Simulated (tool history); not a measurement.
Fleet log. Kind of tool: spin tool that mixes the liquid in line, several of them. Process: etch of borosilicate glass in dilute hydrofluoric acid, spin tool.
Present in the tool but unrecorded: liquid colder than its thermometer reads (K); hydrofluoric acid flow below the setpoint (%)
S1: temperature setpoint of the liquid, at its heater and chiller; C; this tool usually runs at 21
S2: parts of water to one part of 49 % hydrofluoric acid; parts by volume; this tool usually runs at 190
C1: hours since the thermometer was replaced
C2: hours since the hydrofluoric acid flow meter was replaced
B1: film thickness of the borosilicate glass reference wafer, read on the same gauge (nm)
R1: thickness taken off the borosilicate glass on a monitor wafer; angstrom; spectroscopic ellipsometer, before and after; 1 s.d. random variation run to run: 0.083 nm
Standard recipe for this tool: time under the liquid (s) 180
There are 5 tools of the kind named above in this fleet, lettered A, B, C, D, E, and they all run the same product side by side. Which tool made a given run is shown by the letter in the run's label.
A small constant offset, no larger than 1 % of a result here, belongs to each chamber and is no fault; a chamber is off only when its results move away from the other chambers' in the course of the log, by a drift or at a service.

Run 1B, day 0.312: usual settings; C1 1084.3; C2 91.5; B1 80.005. Result: R1 268.51 angstrom.
Run 2C, day 0.525: usual settings; C1 89.4; C2 132.4; B1 79.997. Result: R1 269.69 angstrom.
Run 3A, day 0.8: usual settings; C1 527.6; C2 811.4; B1 80.025. Result: R1 270.3 angstrom.
Run 4E, day 1.038: usual settings; C1 2514; C2 875.2; B1 80.002. Result: R1 268.62 angstrom.
Run 5D, day 1.208: usual settings; C1 2388; C2 460.6; B1 79.993. Result: R1 269.85 angstrom.
Run 6E, day 1.404: usual settings; C1 2522.8; C2 884; B1 80. Result: R1 270.48 angstrom.
At day 1.492: chamber B: thermometer replaced.
Run 7D, day 1.575: usual settings; C1 2396.8; C2 469.4; B1 80.015. Result: R1 270.91 angstrom.
Run 8A, day 1.771: usual settings; C1 550.9; C2 834.7; B1 80.013. Result: R1 272.28 angstrom.
Run 9B, day 2.042: usual settings; C1 13.3; C2 133; B1 79.981. Result: R1 270.68 angstrom.
Run 10C, day 2.212: usual settings; C1 129.9; C2 172.9; B1 79.991. Result: R1 271.28 angstrom.
Run 11B, day 2.496: usual settings; C1 24.2; C2 143.9; B1 79.992. Result: R1 268.93 angstrom.
Run 12E, day 2.667: usual settings; C1 2553.1; C2 914.3; B1 79.983. Result: R1 271.14 angstrom.
Run 13A, day 2.925: usual settings; C1 578.6; C2 862.4; B1 79.957. Result: R1 271.3 angstrom.
Run 14C, day 3.096: usual settings; C1 151.1; C2 194.1; B1 80.002. Result: R1 268.37 angstrom.
Run 15D, day 3.358: usual settings; C1 2439.6; C2 512.2; B1 80.013. Result: R1 269.59 angstrom.
Run 16A, day 3.546: usual settings; C1 593.5; C2 877.3; B1 79.986. Result: R1 272.03 angstrom.
Run 17B, day 3.846: usual settings but time under the liquid (s) 230; C1 56.6; C2 176.3; B1 80.02. Result: R1 345.14 angstrom.
Run 18D, day 4.088: usual settings but time under the liquid (s) 230; C1 2457.1; C2 529.7; B1 80.021. Result: R1 346.45 angstrom.
Run 19C, day 4.404: usual settings but time under the liquid (s) 230; C1 182.5; C2 225.5; B1 80.014. Result: R1 344.28 angstrom.
Run 20E, day 4.575: usual settings but time under the liquid (s) 230; C1 2598.9; C2 960.1; B1 80.01. Result: R1 345.85 angstrom.
Run 21B, day 4.829: usual settings but time under the liquid (s) 230; C1 80.2; C2 199.9; B1 80.002. Result: R1 346.45 angstrom.
Run 22A, day 5.1: usual settings; C1 630.8; C2 914.6; B1 79.994. Result: R1 272.86 angstrom.
Run 23C, day 5.338: usual settings; C1 204.9; C2 247.9; B1 79.989. Result: R1 269.61 angstrom.
Run 24E, day 5.542: usual settings; C1 2622.1; C2 983.3; B1 80.01. Result: R1 270.5 angstrom.
Run 25D, day 5.796: usual settings; C1 2498.1; C2 570.7; B1 80.023. Result: R1 269.19 angstrom.
Run 26B, day 5.967: usual settings; C1 107.5; C2 227.2; B1 79.997. Result: R1 270.48 angstrom.
Run 27D, day 6.262: usual settings; C1 2509.3; C2 581.9; B1 80.007. Result: R1 266.85 angstrom.
Run 28E, day 6.404: usual settings; C1 2642.8; C2 1004; B1 80.001. Result: R1 270.09 angstrom.
Run 29C, day 6.579: usual settings but S1 17.5 C, time under the liquid (s) 280; C1 234.7; C2 277.7; B1 80.011. Result: R1 366.02 angstrom.
Run 30A, day 6.896: usual settings but S1 17.5 C, time under the liquid (s) 280; C1 673.9; C2 957.7; B1 79.997. Result: R1 365.98 angstrom.
Run 31C, day 7.142: usual settings but S1 17.5 C, time under the liquid (s) 280; C1 248.2; C2 291.2; B1 79.989. Result: R1 365.8 angstrom.
Run 32E, day 7.283: usual settings but S1 17.5 C, time under the liquid (s) 280; C1 2663.9; C2 1025.1; B1 79.994. Result: R1 367.35 angstrom.
Run 33A, day 7.571: usual settings but S1 17.5 C, time under the liquid (s) 280; C1 690.1; C2 973.9; B1 79.995. Result: R1 366.93 angstrom.
Run 34B, day 7.854: usual settings; C1 152.8; C2 272.5; B1 80.002. Result: R1 270.06 angstrom.
Run 35D, day 8.058: usual settings but S1 17 C, S2 100 parts by volume; C1 2552.4; C2 625; B1 80.002. Result: R1 470.44 angstrom.
Run 36B, day 8.317: usual settings but S1 17 C, S2 100 parts by volume; C1 163.9; C2 283.6; B1 79.998. Result: R1 481.49 angstrom.

What goes on in this fleet: one chamber off, a drifting gauge, or nothing beyond the chambers' own small offsets? Name the chamber and the cause, if any.

It is chamber D that slowly wanders off from its peers.
Likeliest cause: hydrofluoric acid flow below the setpoint (%) = 1.57.
The log might look much the same if the cause were instead: liquid colder than its thermometer reads (K).

Here are 4 candidates for chamber D's next run, each the usual settings with a change, their results left as question marks. Which one brings its results back in line with what the others give on the usual settings?
In-line tolerance around the mean of the other chambers on the usual settings: R1 2.9 angstrom
Run 37D-1, day 8.546: usual settings but S1 20.5 C. Result: R1 ?.
Run 37D-2, day 8.546: usual settings but S1 21.5 C. Result: R1 ?.
Run 37D-3, day 8.546: usual settings but S2 185 parts by volume. Result: R1 ?.
Run 37D-4, day 8.546: usual settings but S1 20 C. Result: R1 ?.

What the other chambers average on the usual settings: R1 270.25 angstrom
  run      R1
37D-1  260.98
37D-2  270.98
37D-3  274.49
37D-4  256.08
With 37D-2, the chamber falls back in line with the rest.
